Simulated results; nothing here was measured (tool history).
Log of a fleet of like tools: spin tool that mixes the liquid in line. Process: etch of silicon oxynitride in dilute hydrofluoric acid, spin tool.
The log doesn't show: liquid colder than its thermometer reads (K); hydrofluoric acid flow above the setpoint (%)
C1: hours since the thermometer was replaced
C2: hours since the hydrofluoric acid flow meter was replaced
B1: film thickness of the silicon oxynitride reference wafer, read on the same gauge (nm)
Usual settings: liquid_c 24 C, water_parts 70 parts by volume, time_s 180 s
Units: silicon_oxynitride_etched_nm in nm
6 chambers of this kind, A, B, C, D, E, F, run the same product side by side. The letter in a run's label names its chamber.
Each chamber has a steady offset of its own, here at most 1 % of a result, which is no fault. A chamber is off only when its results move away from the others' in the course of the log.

run 1B hour=12.4 | liquid_c=24 water_parts=70 time_s=180 | C1=1938.5 C2=1942.5 | B1=130.03 | silicon_oxynitride_etched_nm=4.8762
run 2A hour=20.9 | liquid_c=24 water_parts=70 time_s=180 | C1=1170.0 C2=679.6 | B1=130.00 | silicon_oxynitride_etched_nm=4.9799
run 3F hour=28.8 | liquid_c=24 water_parts=70 time_s=180 | C1=378.6 C2=1648.6 | B1=130.02 | silicon_oxynitride_etched_nm=5.0696
run 4D hour=36.7 | liquid_c=24 water_parts=70 time_s=180 | C1=1990.9 C2=838.9 | B1=130.02 | silicon_oxynitride_etched_nm=4.9927
run 5C hour=44.4 | liquid_c=24 water_parts=70 time_s=180 | C1=652.4 C2=443.9 | B1=129.96 | silicon_oxynitride_etched_nm=4.9823
run 6E hour=53.9 | liquid_c=24 water_parts=70 time_s=180 | C1=1637.2 C2=294.9 | B1=129.98 | silicon_oxynitride_etched_nm=4.8685
run 7C hour=64.3 | liquid_c=24 water_parts=100 time_s=135 | C1=672.3 C2=463.8 | B1=129.96 | silicon_oxynitride_etched_nm=2.5333
run 8B hour=75.8 | liquid_c=24 water_parts=100 time_s=135 | C1=2001.9 C2=2005.9 | B1=130.09 | silicon_oxynitride_etched_nm=2.5266
run 9E hour=83.4 | liquid_c=24 water_parts=100 time_s=135 | C1=1666.7 C2=324.4 | B1=130.05 | silicon_oxynitride_etched_nm=2.5260
run 10A hour=97.4 | liquid_c=24 water_parts=100 time_s=135 | C1=1246.5 C2=756.1 | B1=130.00 | silicon_oxynitride_etched_nm=2.5515
run 11F hour=104.8 | liquid_c=24 water_parts=100 time_s=135 | C1=454.6 C2=1724.6 | B1=130.02 | silicon_oxynitride_etched_nm=2.5071
run 12D hour=117.9 | liquid_c=24 water_parts=100 time_s=135 | C1=2072.1 C2=920.1 | B1=129.99 | silicon_oxynitride_etched_nm=2.5136
run 13B hour=129.2 | liquid_c=24 water_parts=70 time_s=180 | C1=2055.3 C2=2059.3 | B1=129.95 | silicon_oxynitride_etched_nm=4.9034
run 14C hour=137.5 | liquid_c=24 water_parts=90 time_s=180 | C1=745.5 C2=537.0 | B1=130.03 | silicon_oxynitride_etched_nm=3.7053
run 15A hour=144.7 | liquid_c=24 water_parts=90 time_s=180 | C1=1293.8 C2=803.4 | B1=129.99 | silicon_oxynitride_etched_nm=3.7945
run 16D hour=155.0 | liquid_c=24 water_parts=90 time_s=180 | C1=2109.2 C2=957.2 | B1=129.99 | silicon_oxynitride_etched_nm=3.8476
run 17F hour=163.4 | liquid_c=24 water_parts=90 time_s=180 | C1=513.2 C2=1783.2 | B1=130.04 | silicon_oxynitride_etched_nm=3.7091
-- hour=166.7 chamber A: thermometer replaced
run 18E hour=171.9 | liquid_c=24 water_parts=90 time_s=180 | C1=1755.2 C2=412.9 | B1=130.05 | silicon_oxynitride_etched_nm=3.7881
run 19A hour=180.0 | liquid_c=24 water_parts=90 time_s=180 | C1=13.3 C2=838.7 | B1=129.91 | silicon_oxynitride_etched_nm=3.8224
run 20D hour=189.5 | liquid_c=24 water_parts=70 time_s=180 | C1=2143.7 C2=991.7 | B1=130.04 | silicon_oxynitride_etched_nm=4.9518
run 21C hour=202.2 | liquid_c=24 water_parts=70 time_s=180 | C1=810.2 C2=601.7 | B1=129.98 | silicon_oxynitride_etched_nm=4.9399
run 22F hour=209.6 | liquid_c=24 water_parts=70 time_s=180 | C1=559.4 C2=1829.4 | B1=130.04 | silicon_oxynitride_etched_nm=4.9119
run 23B hour=220.5 | liquid_c=24 water_parts=70 time_s=180 | C1=2146.6 C2=2150.6 | B1=129.95 | silicon_oxynitride_etched_nm=4.9719
run 24E hour=229.5 | liquid_c=24 water_parts=70 time_s=180 | C1=1812.8 C2=470.5 | B1=129.98 | silicon_oxynitride_etched_nm=4.8397
-- hour=234.6 chamber F: hydrofluoric acid flow meter replaced
run 25A hour=236.9 | liquid_c=24 water_parts=70 time_s=180 | C1=70.2 C2=895.6 | B1=130.06 | silicon_oxynitride_etched_nm=4.9289
run 26B hour=248.7 | liquid_c=24 water_parts=70 time_s=100 | C1=2174.8 C2=2178.8 | B1=129.98 | silicon_oxynitride_etched_nm=2.7525
run 27C hour=259.2 | liquid_c=24 water_parts=70 time_s=100 | C1=867.2 C2=658.7 | B1=130.00 | silicon_oxynitride_etched_nm=2.7700
-- hour=264.9 chamber D: hydrofluoric acid flow meter replaced
run 28F hour=269.5 | liquid_c=24 water_parts=70 time_s=100 | C1=619.3 C2=34.9 | B1=130.00 | silicon_oxynitride_etched_nm=2.7152
run 29E hour=277.2 | liquid_c=24 water_parts=70 time_s=100 | C1=1860.5 C2=518.2 | B1=130.01 | silicon_oxynitride_etched_nm=2.6073
run 30D hour=287.0 | liquid_c=24 water_parts=70 time_s=100 | C1=2241.2 C2=22.2 | B1=130.04 | silicon_oxynitride_etched_nm=2.7725
run 31C hour=297.4 | liquid_c=24 water_parts=70 time_s=100 | C1=905.4 C2=696.9 | B1=129.98 | silicon_oxynitride_etched_nm=2.7473
run 32B hour=306.9 | liquid_c=24 water_parts=70 time_s=180 | C1=2233.0 C2=2237.0 | B1=130.02 | silicon_oxynitride_etched_nm=4.9202
run 33D hour=316.2 | liquid_c=24 water_parts=70 time_s=180 | C1=2270.4 C2=51.4 | B1=129.97 | silicon_oxynitride_etched_nm=5.0150
run 34F hour=324.9 | liquid_c=24 water_parts=70 time_s=180 | C1=674.7 C2=90.3 | B1=130.03 | silicon_oxynitride_etched_nm=4.9485
run 35E hour=339.3 | liquid_c=24 water_parts=70 time_s=180 | C1=1922.6 C2=580.3 | B1=130.03 | silicon_oxynitride_etched_nm=4.5967
run 36A hour=352.3 | liquid_c=24 water_parts=70 time_s=180 | C1=185.6 C2=1011.0 | B1=129.98 | silicon_oxynitride_etched_nm=4.9608
run 37E hour=362.8 | liquid_c=24 water_parts=70 time_s=180 | C1=1946.1 C2=603.8 | B1=129.97 | silicon_oxynitride_etched_nm=4.5346
run 38D hour=373.3 | liquid_c=24 water_parts=70 time_s=180 | C1=2327.5 C2=108.5 | B1=129.93 | silicon_oxynitride_etched_nm=4.9300

Next, every chamber runs the same settings. What will each give?
run 39A hour=384.0 | liquid_c=24 water_parts=60 time_s=180 | silicon_oxynitride_etched_nm=?
run 39B hour=384.0 | liquid_c=24 water_parts=60 time_s=180 | silicon_oxynitride_etched_nm=?
run 39C hour=384.0 | liquid_c=24 water_parts=60 time_s=180 | silicon_oxynitride_etched_nm=?
run 39D hour=384.0 | liquid_c=24 water_parts=60 time_s=180 | silicon_oxynitride_etched_nm=?
run 39E hour=384.0 | liquid_c=24 water_parts=60 time_s=180 | silicon_oxynitride_etched_nm=?
run 39F hour=384.0 | liquid_c=24 water_parts=60 time_s=180 | silicon_oxynitride_etched_nm=?

run=39A silicon_oxynitride_etched_nm=5.8879
run=39B silicon_oxynitride_etched_nm=5.7684
run=39C silicon_oxynitride_etched_nm=5.7888
run=39D silicon_oxynitride_etched_nm=5.8174
run=39E silicon_oxynitride_etched_nm=5.1858
run=39F silicon_oxynitride_etched_nm=5.7875

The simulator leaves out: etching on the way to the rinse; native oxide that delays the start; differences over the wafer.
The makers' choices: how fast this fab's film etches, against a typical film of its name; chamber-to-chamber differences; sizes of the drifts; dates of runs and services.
